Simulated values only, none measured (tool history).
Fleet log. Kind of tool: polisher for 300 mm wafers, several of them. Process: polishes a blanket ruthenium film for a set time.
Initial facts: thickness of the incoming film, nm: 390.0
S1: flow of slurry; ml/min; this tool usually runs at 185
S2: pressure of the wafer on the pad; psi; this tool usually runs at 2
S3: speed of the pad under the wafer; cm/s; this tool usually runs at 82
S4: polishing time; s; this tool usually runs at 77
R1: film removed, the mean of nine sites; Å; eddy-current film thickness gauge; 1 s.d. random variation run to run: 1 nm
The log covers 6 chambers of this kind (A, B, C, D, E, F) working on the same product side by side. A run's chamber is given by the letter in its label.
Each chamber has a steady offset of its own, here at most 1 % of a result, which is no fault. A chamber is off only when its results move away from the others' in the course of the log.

-- hour=5.8 chamber C: worn pad replaced by a new one
run 1A hour=11.9 | S1=185 S2=2 S3=82 S4=77 | R1=763.3
-- hour=13.4 chamber E: head pressure recalibrated
-- hour=17.8 chamber D: slurry nozzle cleaned
run 2C hour=18.4 | S1=185 S2=2 S3=82 S4=77 | R1=756.63
-- hour=23.9 chamber A: worn pad replaced by a new one
run 3D hour=28.2 | S1=185 S2=2 S3=82 S4=77 | R1=753.91
-- hour=33 chamber F: worn pad replaced by a new one
run 4F hour=34.7 | S1=185 S2=2 S3=82 S4=77 | R1=751.84
run 5B hour=43.3 | S1=245 S2=1.8 S3=82 S4=77 | R1=713.98
run 6E hour=53.5 | S1=245 S2=1.8 S3=82 S4=77 | R1=715.08
run 7C hour=62.6 | S1=245 S2=1.8 S3=82 S4=77 | R1=712.7
-- hour=64.2 chamber E: worn pad replaced by a new one
run 8F hour=70.6 | S1=245 S2=1.8 S3=82 S4=77 | R1=712.81
-- hour=76.4 chamber A: head pressure recalibrated
run 9A hour=82.6 | S1=245 S2=1.8 S3=82 S4=77 | R1=710.2
run 10E hour=91.6 | S1=245 S2=1.8 S3=82 S4=77 | R1=714.73
run 11B hour=100.4 | S1=185 S2=2 S3=82 S4=77 | R1=750.8
-- hour=107.4 chamber C: worn pad replaced by a new one
run 12D hour=108.6 | S1=185 S2=2.3 S3=82 S4=91 | R1=1042.9
run 13B hour=119.1 | S1=185 S2=2.3 S3=82 S4=91 | R1=1014.6
run 14F hour=129.1 | S1=185 S2=2.3 S3=82 S4=91 | R1=1024.6
run 15E hour=140.2 | S1=185 S2=2.3 S3=82 S4=91 | R1=1044
run 16A hour=152 | S1=185 S2=2.3 S3=82 S4=91 | R1=1057.1
-- hour=155.9 chamber B: worn pad replaced by a new one
run 17D hour=161.3 | S1=185 S2=2.3 S3=82 S4=91 | R1=1035.2
-- hour=163.4 chamber D: worn pad replaced by a new one
run 18C hour=170.5 | S1=185 S2=2 S3=82 S4=77 | R1=756.88
run 19B hour=178.9 | S1=185 S2=1.8 S3=82 S4=77 | R1=691.43
-- hour=179.1 chamber A: worn pad replaced by a new one
-- hour=183.4 chamber E: worn pad replaced by a new one
run 20F hour=184.9 | S1=185 S2=1.8 S3=82 S4=77 | R1=689.07
run 21C hour=190.2 | S1=185 S2=1.8 S3=82 S4=77 | R1=683.28
-- hour=192.3 chamber F: slurry nozzle cleaned
run 22D hour=201.2 | S1=185 S2=1.8 S3=82 S4=77 | R1=678.46
-- hour=206.1 chamber C: slurry nozzle cleaned
run 23E hour=212.9 | S1=185 S2=1.8 S3=82 S4=77 | R1=675.99
-- hour=217.2 chamber C: worn pad replaced by a new one
run 24A hour=220.7 | S1=185 S2=1.8 S3=82 S4=77 | R1=685.38
run 25F hour=226.4 | S1=185 S2=2 S3=68 S4=90 | R1=748.87
-- hour=233.6 chamber F: worn pad replaced by a new one
run 26C hour=234.9 | S1=185 S2=2 S3=68 S4=90 | R1=751
run 27A hour=245.8 | S1=185 S2=2 S3=68 S4=90 | R1=733.74
-- hour=251.3 chamber B: slurry nozzle cleaned
run 28B hour=257.5 | S1=185 S2=2 S3=68 S4=90 | R1=740.09
run 29E hour=266.5 | S1=185 S2=2 S3=68 S4=90 | R1=734.1
run 30D hour=273.8 | S1=185 S2=2 S3=68 S4=90 | R1=721.23
-- hour=275.2 chamber D: head pressure recalibrated
run 31A hour=285.1 | S1=135 S2=2 S3=82 S4=77 | R1=725.31
run 32E hour=296.5 | S1=135 S2=2 S3=82 S4=77 | R1=725.72
-- hour=302.5 chamber E: worn pad replaced by a new one
run 33D hour=306.8 | S1=135 S2=2 S3=82 S4=77 | R1=734.99
-- hour=311.2 chamber C: worn pad replaced by a new one
run 34C hour=312.8 | S1=135 S2=2 S3=82 S4=77 | R1=717.37
run 35F hour=322.6 | S1=135 S2=2 S3=82 S4=77 | R1=712.64
run 36B hour=331.1 | S1=135 S2=2 S3=82 S4=77 | R1=722.07
run 37E hour=340.5 | S1=185 S2=2 S3=82 S4=77 | R1=757.25

Read the log: is a single chamber off, either drifting away or since a service, is the gauge that measures every chamber drifting, or is nothing wrong beyond small per-chamber offsets? Name any odd chamber and what most likely caused it.

Beyond each chamber's small constant offset nothing stands out, and the gauge stays steady.
